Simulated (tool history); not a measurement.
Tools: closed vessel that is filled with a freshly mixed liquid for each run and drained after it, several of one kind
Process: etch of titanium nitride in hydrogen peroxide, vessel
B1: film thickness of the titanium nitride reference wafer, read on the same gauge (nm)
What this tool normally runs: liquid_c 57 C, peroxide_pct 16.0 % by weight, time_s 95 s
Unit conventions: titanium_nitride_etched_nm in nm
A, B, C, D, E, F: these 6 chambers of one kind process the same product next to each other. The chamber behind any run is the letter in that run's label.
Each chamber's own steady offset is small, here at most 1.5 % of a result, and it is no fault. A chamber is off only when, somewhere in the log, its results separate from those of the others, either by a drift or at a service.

run 1B hour=10.8 | liquid_c=57 peroxide_pct=16.0 time_s=95 | B1=149.99 | titanium_nitride_etched_nm=5.4539
run 2D hour=25.4 | liquid_c=57 peroxide_pct=16.0 time_s=95 | B1=150.00 | titanium_nitride_etched_nm=5.4531
run 3E hour=40.4 | liquid_c=57 peroxide_pct=16.0 time_s=95 | B1=150.01 | titanium_nitride_etched_nm=5.3718
run 4F hour=48.7 | liquid_c=57 peroxide_pct=16.0 time_s=95 | B1=150.02 | titanium_nitride_etched_nm=5.5066
run 5C hour=60.5 | liquid_c=57 peroxide_pct=16.0 time_s=95 | B1=149.99 | titanium_nitride_etched_nm=5.4294
run 6A hour=76.1 | liquid_c=57 peroxide_pct=16.0 time_s=95 | B1=150.01 | titanium_nitride_etched_nm=5.4000
-- hour=83.5 chamber D: new drum of peroxide connected
run 7B hour=84.2 | liquid_c=57 peroxide_pct=16.0 time_s=95 | B1=150.05 | titanium_nitride_etched_nm=5.4010
run 8F hour=92.6 | liquid_c=57 peroxide_pct=19.0 time_s=95 | B1=149.99 | titanium_nitride_etched_nm=5.6864
run 9D hour=108.0 | liquid_c=57 peroxide_pct=19.0 time_s=95 | B1=150.00 | titanium_nitride_etched_nm=5.6023
run 10A hour=122.0 | liquid_c=57 peroxide_pct=19.0 time_s=95 | B1=150.01 | titanium_nitride_etched_nm=5.5313
run 11C hour=133.0 | liquid_c=57 peroxide_pct=19.0 time_s=95 | B1=150.00 | titanium_nitride_etched_nm=5.6131
run 12E hour=145.4 | liquid_c=57 peroxide_pct=19.0 time_s=95 | B1=150.02 | titanium_nitride_etched_nm=5.5423
-- hour=155.2 chamber C: peroxide flow meter replaced
run 13C hour=159.4 | liquid_c=57 peroxide_pct=19.0 time_s=95 | B1=150.02 | titanium_nitride_etched_nm=5.6251
run 14E hour=174.3 | liquid_c=57 peroxide_pct=16.0 time_s=95 | B1=150.01 | titanium_nitride_etched_nm=5.3078
run 15F hour=182.8 | liquid_c=57 peroxide_pct=16.0 time_s=95 | B1=150.02 | titanium_nitride_etched_nm=5.5104
run 16D hour=191.4 | liquid_c=57 peroxide_pct=16.0 time_s=95 | B1=150.00 | titanium_nitride_etched_nm=5.4176
run 17A hour=198.5 | liquid_c=50 peroxide_pct=13.5 time_s=95 | B1=149.99 | titanium_nitride_etched_nm=3.1603
run 18B hour=209.2 | liquid_c=50 peroxide_pct=13.5 time_s=95 | B1=150.03 | titanium_nitride_etched_nm=3.1633
run 19C hour=217.7 | liquid_c=50 peroxide_pct=13.5 time_s=95 | B1=149.99 | titanium_nitride_etched_nm=3.1531
run 20D hour=231.2 | liquid_c=50 peroxide_pct=13.5 time_s=95 | B1=149.99 | titanium_nitride_etched_nm=3.1941
run 21E hour=246.1 | liquid_c=50 peroxide_pct=13.5 time_s=95 | B1=149.98 | titanium_nitride_etched_nm=3.1757
run 22A hour=255.2 | liquid_c=50 peroxide_pct=13.5 time_s=95 | B1=149.98 | titanium_nitride_etched_nm=3.1571
run 23F hour=269.2 | liquid_c=57 peroxide_pct=16.0 time_s=95 | B1=150.00 | titanium_nitride_etched_nm=5.4992
run 24B hour=283.8 | liquid_c=57 peroxide_pct=16.0 time_s=95 | B1=149.99 | titanium_nitride_etched_nm=5.4283
run 25A hour=297.1 | liquid_c=57 peroxide_pct=16.0 time_s=95 | B1=149.98 | titanium_nitride_etched_nm=5.3833
run 26F hour=309.5 | liquid_c=57 peroxide_pct=16.0 time_s=95 | B1=149.98 | titanium_nitride_etched_nm=5.5218
run 27C hour=320.0 | liquid_c=57 peroxide_pct=16.0 time_s=95 | B1=150.00 | titanium_nitride_etched_nm=5.3821
run 28B hour=335.5 | liquid_c=57 peroxide_pct=16.0 time_s=95 | B1=149.98 | titanium_nitride_etched_nm=5.3820
run 29D hour=342.5 | liquid_c=57 peroxide_pct=16.0 time_s=95 | B1=150.04 | titanium_nitride_etched_nm=5.3276
run 30E hour=353.6 | liquid_c=57 peroxide_pct=16.0 time_s=95 | B1=150.01 | titanium_nitride_etched_nm=5.3316
run 31E hour=365.3 | liquid_c=57 peroxide_pct=16.0 time_s=95 | B1=149.96 | titanium_nitride_etched_nm=5.3322
run 32C hour=376.8 | liquid_c=57 peroxide_pct=16.0 time_s=95 | B1=150.02 | titanium_nitride_etched_nm=5.4183
run 33D hour=384.6 | liquid_c=57 peroxide_pct=16.0 time_s=95 | B1=150.00 | titanium_nitride_etched_nm=5.3064
-- hour=389.1 chamber E: new drum of peroxide connected
run 34F hour=394.9 | liquid_c=57 peroxide_pct=16.0 time_s=95 | B1=149.99 | titanium_nitride_etched_nm=5.5155
run 35B hour=405.2 | liquid_c=57 peroxide_pct=16.0 time_s=95 | B1=150.00 | titanium_nitride_etched_nm=5.4596
run 36A hour=419.5 | liquid_c=57 peroxide_pct=16.0 time_s=95 | B1=150.00 | titanium_nitride_etched_nm=5.3837
run 37C hour=431.5 | liquid_c=57 peroxide_pct=16.0 time_s=95 | B1=150.01 | titanium_nitride_etched_nm=5.4384
run 38F hour=443.2 | liquid_c=57 peroxide_pct=16.0 time_s=95 | B1=149.99 | titanium_nitride_etched_nm=5.5020
run 39E hour=454.8 | liquid_c=57 peroxide_pct=16.0 time_s=125 | B1=149.99 | titanium_nitride_etched_nm=6.9995
run 40A hour=464.7 | liquid_c=57 peroxide_pct=16.0 time_s=125 | B1=149.99 | titanium_nitride_etched_nm=7.0604
run 41D hour=477.6 | liquid_c=57 peroxide_pct=16.0 time_s=125 | B1=150.00 | titanium_nitride_etched_nm=6.9178
run 42B hour=487.1 | liquid_c=57 peroxide_pct=16.0 time_s=125 | B1=150.02 | titanium_nitride_etched_nm=7.1703

All chambers now run identical settings, listed one chamber a line with results as question marks. What results will each chamber show?
run 43A hour=498.3 | liquid_c=57 peroxide_pct=16.0 time_s=95 | titanium_nitride_etched_nm=?
run 43B hour=498.3 | liquid_c=57 peroxide_pct=16.0 time_s=95 | titanium_nitride_etched_nm=?
run 43C hour=498.3 | liquid_c=57 peroxide_pct=16.0 time_s=95 | titanium_nitride_etched_nm=?
run 43D hour=498.3 | liquid_c=57 peroxide_pct=16.0 time_s=95 | titanium_nitride_etched_nm=?
run 43E hour=498.3 | liquid_c=57 peroxide_pct=16.0 time_s=95 | titanium_nitride_etched_nm=?
run 43F hour=498.3 | liquid_c=57 peroxide_pct=16.0 time_s=95 | titanium_nitride_etched_nm=?

run=43A titanium_nitride_etched_nm=5.4109
run=43B titanium_nitride_etched_nm=5.4117
run=43C titanium_nitride_etched_nm=5.3923
run=43D titanium_nitride_etched_nm=5.2663
run=43E titanium_nitride_etched_nm=5.3476
run=43F titanium_nitride_etched_nm=5.5355
